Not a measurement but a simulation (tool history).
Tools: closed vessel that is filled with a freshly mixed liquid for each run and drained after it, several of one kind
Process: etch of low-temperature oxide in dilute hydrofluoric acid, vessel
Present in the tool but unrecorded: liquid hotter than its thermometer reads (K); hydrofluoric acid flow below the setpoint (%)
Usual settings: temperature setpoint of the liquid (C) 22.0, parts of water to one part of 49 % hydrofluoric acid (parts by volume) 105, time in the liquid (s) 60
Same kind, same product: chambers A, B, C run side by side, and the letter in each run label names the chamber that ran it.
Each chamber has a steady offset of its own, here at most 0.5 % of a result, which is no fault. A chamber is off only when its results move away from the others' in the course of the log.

| run | hour | temperature setpoint of the liquid (C) | parts of water to one part of 49 % hydrofluoric acid (parts by volume) | time in the liquid (s) | hours since the thermometer was replaced | hours since the hydrofluoric acid flow meter was replaced | read-back film thickness of the low-temperature oxide reference wafer, read on the same gauge (nm) | thickness taken off the low-temperature oxide on a monitor wafer (Å) |
|---|---|---|---|---|---|---|---|---|
| 1C | 15.2 | 22.0 | 105 | 60 | 3090.0 | 735.7 | 80.009 | 148.660 |
|  | 17.3 | chamber C: thermometer replaced |
| 2A | 22.3 | 22.0 | 105 | 60 | 181.7 | 352.9 | 79.987 | 146.820 |
|  | 28.3 | chamber B: thermometer replaced |
| 3B | 33.9 | 22.0 | 105 | 60 | 5.6 | 458.1 | 80.005 | 145.920 |
| 4A | 41.6 | 22.0 | 105 | 60 | 201.0 | 372.2 | 79.999 | 143.850 |
| 5B | 48.5 | 22.0 | 105 | 60 | 20.2 | 472.7 | 80.001 | 145.400 |
| 6C | 59.1 | 22.0 | 105 | 60 | 41.9 | 779.6 | 79.983 | 147.180 |
| 7A | 69.6 | 22.0 | 105 | 60 | 229.0 | 400.2 | 80.003 | 148.070 |
| 8B | 80.9 | 22.0 | 105 | 60 | 52.6 | 505.1 | 79.986 | 143.770 |
| 9C | 91.8 | 22.0 | 90 | 60 | 74.6 | 812.3 | 80.011 | 170.920 |
| 10B | 102.1 | 22.0 | 90 | 60 | 73.8 | 526.3 | 80.019 | 169.990 |
| 11A | 110.9 | 22.0 | 90 | 60 | 270.3 | 441.5 | 79.995 | 174.190 |
| 12C | 119.0 | 22.0 | 105 | 60 | 101.8 | 839.5 | 80.005 | 140.020 |
| 13A | 134.1 | 22.0 | 105 | 60 | 293.5 | 464.7 | 79.996 | 143.930 |
| 14B | 146.2 | 22.0 | 130 | 60 | 117.9 | 570.4 | 79.999 | 114.600 |
| 15C | 153.6 | 22.0 | 130 | 60 | 136.4 | 874.1 | 80.002 | 109.840 |
| 16B | 164.4 | 22.0 | 130 | 60 | 136.1 | 588.6 | 79.996 | 113.510 |
| 17A | 175.4 | 22.0 | 105 | 60 | 334.8 | 506.0 | 79.990 | 145.710 |
| 18C | 185.1 | 22.0 | 105 | 60 | 167.9 | 905.6 | 79.995 | 138.420 |
| 19C | 194.7 | 22.0 | 105 | 60 | 177.5 | 915.2 | 79.989 | 137.630 |
| 20B | 207.3 | 25.5 | 105 | 60 | 179.0 | 631.5 | 79.991 | 166.450 |
| 21A | 214.3 | 25.5 | 105 | 60 | 373.7 | 544.9 | 80.005 | 169.190 |

Next, every chamber runs the same settings. What will each give?
| 22A | 225.3 | 22.0 | 150 | 60 |  |  |  | ? |
| 22B | 225.3 | 22.0 | 150 | 60 |  |  |  | ? |
| 22C | 225.3 | 22.0 | 150 | 60 |  |  |  | ? |

| run | thickness taken off the low-temperature oxide on a monitor wafer (Å) |
|---|---|
| 22A | 97.458 |
| 22B | 96.350 |
| 22C | 89.595 |

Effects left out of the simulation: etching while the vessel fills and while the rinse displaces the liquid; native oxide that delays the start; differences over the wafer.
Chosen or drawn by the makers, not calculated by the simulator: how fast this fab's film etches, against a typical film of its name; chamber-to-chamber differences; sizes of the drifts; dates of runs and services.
